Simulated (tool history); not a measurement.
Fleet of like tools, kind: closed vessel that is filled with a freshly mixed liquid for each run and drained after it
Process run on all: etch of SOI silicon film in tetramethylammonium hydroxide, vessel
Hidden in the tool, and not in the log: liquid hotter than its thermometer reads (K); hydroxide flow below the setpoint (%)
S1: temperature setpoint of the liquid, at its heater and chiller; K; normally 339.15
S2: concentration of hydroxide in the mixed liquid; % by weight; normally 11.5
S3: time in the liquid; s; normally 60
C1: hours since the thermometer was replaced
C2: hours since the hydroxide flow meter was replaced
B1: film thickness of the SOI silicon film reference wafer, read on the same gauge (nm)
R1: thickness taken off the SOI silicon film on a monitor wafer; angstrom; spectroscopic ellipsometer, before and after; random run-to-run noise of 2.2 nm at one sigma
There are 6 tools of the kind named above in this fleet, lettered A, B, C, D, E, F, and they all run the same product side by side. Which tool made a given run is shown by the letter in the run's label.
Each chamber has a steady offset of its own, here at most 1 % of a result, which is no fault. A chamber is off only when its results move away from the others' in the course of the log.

run   hour      S1    S2  S3      C1      C2      B1      R1
 1A    9.8  339.15  11.5  60  1313.4  1497.1  60.008  3125.3
 2C   16.8  339.15  11.5  60   154.7  1513.0  59.980  3198.9
 3E   29.6  339.15  11.5  60   266.3   275.6  59.995  3124.5
 4F   41.7  339.15  11.5  60  1568.1   401.3  60.026  3130.9
 5B   54.1  339.15  11.5  60   152.9   631.6  60.044  3180.2
 6D   63.9  339.15  11.5  60   337.5  2057.2  60.012  3132.6
 7E   72.3  339.15  11.5  60   309.0   318.3  59.987  3129.1
 8D   78.8  339.15  11.5  60   352.4  2072.1  60.031  3127.0
 9F   91.8  339.15  11.5  60  1618.2   451.4  60.031  3124.0
10A  105.6  339.15  11.5  60  1409.2  1592.9  60.010  3185.4
11C  112.2  339.15  11.5  60   250.1  1608.4  59.991  3184.1
12B  125.3  339.15  11.5  60   224.1   702.8  59.988  3151.2
13E  139.7  339.15  11.5  60   376.4   385.7  59.980  3169.4
14F  150.0  339.15  11.5  60  1676.4   509.6  59.968  3115.0
15C  161.6  339.15   9.5  60   299.5  1657.8  60.020  3403.9
16A  168.6  339.15   9.5  60  1472.2  1655.9  59.987  3359.6
17B  175.0  339.15   9.5  60   273.8   752.5  59.994  3381.7
18D  182.2  339.15   9.5  60   455.8  2175.5  60.002  3418.5
19C  191.7  339.15   9.5  60   329.6  1687.9  60.000  3423.9
20D  199.2  339.15   9.5  60   472.8  2192.5  59.998  3371.5
21F  209.2  339.15  11.5  60  1735.6   568.8  60.013  3132.1
22E  222.2  332.15   9.0  60   458.9   468.2  60.006  2235.8
23B  230.2  332.15   9.0  60   329.0   807.7  60.005  2267.8
24A  236.5  332.15   9.0  60  1540.1  1723.8  60.003  2260.5
25A  243.4  332.15   9.0  60  1547.0  1730.7  59.985  2250.2
26D  254.8  332.15   9.0  60   528.4  2248.1  59.984  2266.7
27B  262.6  332.15   9.0  60   361.4   840.1  60.001  2231.5
28E  269.7  339.15  11.5  60   506.4   515.7  59.993  3130.8
     279.5  -- chamber C: hydroxide flow meter replaced
29C  283.6  339.15  11.5  60   421.5     4.1  60.006  3168.0
30F  292.2  343.65  15.0  60  1818.6   651.8  59.981  3649.1
31F  306.3  343.65  15.0  60  1832.7   665.9  60.031  3638.8
32D  313.1  343.65  15.0  60   586.7  2306.4  59.980  3807.3
33B  322.6  343.65  15.0  60   421.4   900.1  59.996  3598.4
34C  330.6  343.65  15.0  60   468.5    51.1  60.000  3683.9
35A  342.6  343.65  15.0  60  1646.2  1829.9  60.015  3615.9
36E  355.4  339.15  11.5  60   592.1   601.4  60.027  3157.1
37F  364.1  339.15  11.5  60  1890.5   723.7  60.010  3130.0
38A  373.3  339.15  11.5  60  1676.9  1860.6  60.011  3139.3
39E  387.9  339.15  11.5  60   624.6   633.9  60.002  3158.0
40D  401.8  339.15  11.5  60   675.4  2395.1  60.026  3308.0

For the next run the whole fleet of 6 chambers uses the same settings. Give each chamber's results:
41A  412.2  339.15  11.5  60               ?
41B  412.2  339.15  11.5  60               ?
41C  412.2  339.15  11.5  60               ?
41D  412.2  339.15  11.5  60               ?
41E  412.2  339.15  11.5  60               ?
41F  412.2  339.15  11.5  60               ?

run      R1
41A  3158.4
41B  3122.5
41C  3174.9
41D  3379.9
41E  3173.8
41F  3143.9
